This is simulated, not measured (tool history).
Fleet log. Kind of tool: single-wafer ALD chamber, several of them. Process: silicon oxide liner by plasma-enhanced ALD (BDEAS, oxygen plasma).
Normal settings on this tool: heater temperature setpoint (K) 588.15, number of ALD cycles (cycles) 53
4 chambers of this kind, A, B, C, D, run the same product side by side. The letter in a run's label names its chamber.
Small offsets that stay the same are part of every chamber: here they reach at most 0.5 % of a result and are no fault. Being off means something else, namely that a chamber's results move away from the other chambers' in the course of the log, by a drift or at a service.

| run | hour | heater temperature setpoint (K) | number of ALD cycles (cycles) | hours since the last thermocouple change | read-back reference wafer on the same gauge, thickness_nm | mean film thickness on the monitor wafer (nm) |
|---|---|---|---|---|---|---|
| 1D | 6.2 | 588.15 | 53 | 143.8 | 4.9407 | 4.8321 |
| 2C | 13.6 | 588.15 | 53 | 480.5 | 4.939 | 4.8468 |
| 3A | 18.4 | 588.15 | 53 | 319.1 | 4.9394 | 4.8252 |
| 4B | 23.5 | 588.15 | 53 | 52.8 | 4.9377 | 4.8263 |
| 5D | 32.2 | 588.15 | 53 | 169.8 | 4.9366 | 4.8237 |
| 6C | 40 | 588.15 | 53 | 506.9 | 4.937 | 4.8352 |
| 7B | 50.6 | 588.15 | 53 | 79.9 | 4.9338 | 4.8189 |
| 8A | 55.7 | 588.15 | 53 | 356.4 | 4.9355 | 4.837 |
| 9D | 62.6 | 588.15 | 53 | 200.2 | 4.9331 | 4.8232 |
| 10B | 70.8 | 588.15 | 53 | 100.1 | 4.9328 | 4.8276 |
| 11C | 81 | 588.15 | 53 | 547.9 | 4.9338 | 4.8326 |
| 12A | 90.5 | 588.15 | 53 | 391.2 | 4.9301 | 4.8351 |
| 13D | 98.1 | 588.15 | 53 | 235.7 | 4.929 | 4.8129 |
| 14C | 104.3 | 595.15 | 60 | 571.2 | 4.9277 | 5.4161 |
| 15B | 112.3 | 595.15 | 60 | 141.6 | 4.9269 | 5.3964 |
| 16A | 122.4 | 595.15 | 60 | 423.1 | 4.928 | 5.4215 |
| 17C | 130.2 | 595.15 | 60 | 597.1 | 4.9278 | 5.4291 |
| 18A | 140.9 | 588.15 | 53 | 441.6 | 4.925 | 4.8184 |
| 19B | 147 | 588.15 | 53 | 176.3 | 4.9237 | 4.8174 |
| 20D | 154.8 | 588.15 | 53 | 292.4 | 4.9262 | 4.8225 |
| 21C | 160.9 | 588.15 | 53 | 627.8 | 4.9226 | 4.8297 |
| 22D | 168.1 | 588.15 | 53 | 305.7 | 4.9235 | 4.8065 |
| 23A | 175.7 | 588.15 | 62 | 476.4 | 4.9217 | 5.6503 |
| 24B | 186.6 | 588.15 | 62 | 215.9 | 4.9211 | 5.6235 |
| 25B | 196.9 | 588.15 | 62 | 226.2 | 4.9181 | 5.6216 |
| 26C | 202.5 | 588.15 | 62 | 669.4 | 4.9186 | 5.6394 |
| 27D | 209.5 | 588.15 | 53 | 347.1 | 4.9187 | 4.8088 |
| 28A | 216.8 | 588.15 | 53 | 517.5 | 4.9177 | 4.8171 |
| 29A | 222.4 | 588.15 | 53 | 523.1 | 4.917 | 4.8093 |
| 30D | 233.3 | 588.15 | 53 | 370.9 | 4.915 | 4.8185 |
| 31B | 239.2 | 588.15 | 53 | 268.5 | 4.9154 | 4.8003 |
| 32C | 246.4 | 588.15 | 53 | 713.3 | 4.9137 | 4.8147 |
| 33B | 257 | 588.15 | 53 | 286.3 | 4.9136 | 4.8115 |
| 34C | 262 | 588.15 | 53 | 728.9 | 4.9142 | 4.8282 |

What goes on in this fleet: one chamber off, a drifting gauge, or nothing beyond the chambers' own small offsets? Name the chamber and the cause, if any.

None of the chambers is off. What moves is the gauge, dragging all their readings along together.
What lies behind it: gauge reads low (%) = 0.571.

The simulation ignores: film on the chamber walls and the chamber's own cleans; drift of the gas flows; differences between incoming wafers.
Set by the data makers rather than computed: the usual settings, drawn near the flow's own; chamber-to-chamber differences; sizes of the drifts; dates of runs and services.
